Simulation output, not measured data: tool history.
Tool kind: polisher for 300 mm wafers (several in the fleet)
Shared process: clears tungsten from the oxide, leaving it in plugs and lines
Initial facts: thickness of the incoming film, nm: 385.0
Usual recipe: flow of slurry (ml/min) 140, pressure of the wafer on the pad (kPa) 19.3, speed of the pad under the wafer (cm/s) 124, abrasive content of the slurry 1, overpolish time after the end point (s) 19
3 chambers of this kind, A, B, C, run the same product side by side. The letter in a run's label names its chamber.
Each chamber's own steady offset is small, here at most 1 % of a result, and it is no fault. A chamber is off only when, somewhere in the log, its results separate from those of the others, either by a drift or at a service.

run	day	flow of slurry (ml/min)	pressure of the wafer on the pad (kPa)	speed of the pad under the wafer (cm/s)	abrasive content of the slurry	overpolish time after the end point (s)	wafers polished on this pad	hours since the slurry nozzle was cleaned	hours since the head pressure was calibrated	hours since the slurry blender was calibrated	hours since the slurry got fresh peroxide	time until the end point was called (s)
# day 0.117: chamber B: slurry tank refilled with fresh slurry and peroxide
1C	0.375	140	19.3	124	1	19	335	503.0	642.0	75.0	30.7	96.668
2A	0.700	140	19.3	124	1	19	309	122.6	580.4	158.0	23.7	94.817
3B	0.962	140	19.3	124	1	19	348	276.2	191.9	60.3	20.4	95.251
4B	1.192	140	19.3	124	1	19	398	281.7	197.4	65.8	25.9	94.611
# day 1.388: chamber C: slurry nozzle cleaned
5A	1.392	140	19.3	124	1	19	462	139.2	597.0	174.6	40.3	97.934
6C	1.612	140	19.3	124	1	19	609	5.5	671.7	104.7	60.4	94.403
7C	1.967	140	19.3	124	1	19	687	14.0	680.2	113.2	68.9	96.390
8A	2.179	140	19.3	124	1	19	636	158.1	615.9	193.5	59.2	92.935
9B	2.496	140	19.3	124	1	27	687	313.0	228.7	97.1	57.2	96.253
# day 2.525: chamber A: slurry blender recalibrated
10C	2.733	140	19.3	124	1	27	857	32.4	698.6	131.6	87.3	97.737
11B	3.008	140	19.3	124	1	27	800	325.3	241.0	109.4	69.5	95.646
12A	3.292	175	19.3	124	1	19	882	184.8	642.6	18.5	85.9	91.161
# day 3.554: chamber B: slurry tank refilled with fresh slurry and peroxide
13A	3.621	175	19.3	124	1	19	955	192.7	650.5	26.4	93.8	90.529
14B	3.917	175	19.3	124	1	19	1002	347.1	262.8	131.2	8.7	94.134
# day 4.029: chamber A: worn pad replaced by a new one
15C	4.125	110	19.3	124	1	19	1165	65.8	732.0	165.0	120.7	103.490
16B	4.312	110	19.3	124	1	19	1089	356.6	272.3	140.7	18.2	102.560
17A	4.650	110	19.3	124	1	19	137	217.4	675.2	51.1	118.5	103.580
18C	4.900	140	19.3	124	1	19	1336	84.4	750.6	183.6	139.3	98.361
19C	5.088	140	19.3	124	1	19	1378	88.9	755.1	188.1	143.8	98.639
20A	5.392	140	19.3	124	1	19	301	235.2	693.0	68.9	136.3	100.320
# day 5.504: chamber C: slurry tank refilled with fresh slurry and peroxide
21B	5.633	140	19.3	124	1	19	1382	388.3	304.0	172.4	49.9	96.011
# day 5.779: chamber C: worn pad replaced by a new one
22B	5.862	140	21.4	124	1	19	1432	393.8	309.5	177.9	55.4	87.345
23A	6.067	140	21.4	124	1	19	451	251.4	709.2	85.1	152.5	92.383
24C	6.458	140	21.4	124	1	19	150	121.8	788.0	221.0	22.9	88.059
# day 6.700: chamber B: worn pad replaced by a new one
# day 6.725: chamber B: slurry tank refilled with fresh slurry and peroxide
# day 6.746: chamber C: slurry blender recalibrated
25B	6.821	140	19.3	124	1	19	27	416.8	332.5	200.9	2.4	94.145
26A	7.212	140	19.3	124	1	19	705	278.9	736.7	112.6	180.0	102.690
27C	7.512	140	19.3	124	1	19	384	147.1	813.3	18.4	48.2	97.082
28A	7.883	140	19.3	124	1	19	853	295.0	752.8	128.7	196.1	102.260
29C	8.250	140	19.3	124	1	19	547	164.8	831.0	36.1	65.9	99.295

Each of the 3 chambers runs these same settings next. Fill in every chamber's results:
30A	8.533	140	19.3	164	1	19						?
30B	8.533	140	19.3	164	1	19						?
30C	8.533	140	19.3	164	1	19						?

run	time until the end point was called (s)
30A	81.237
30B	73.305
30C	73.205
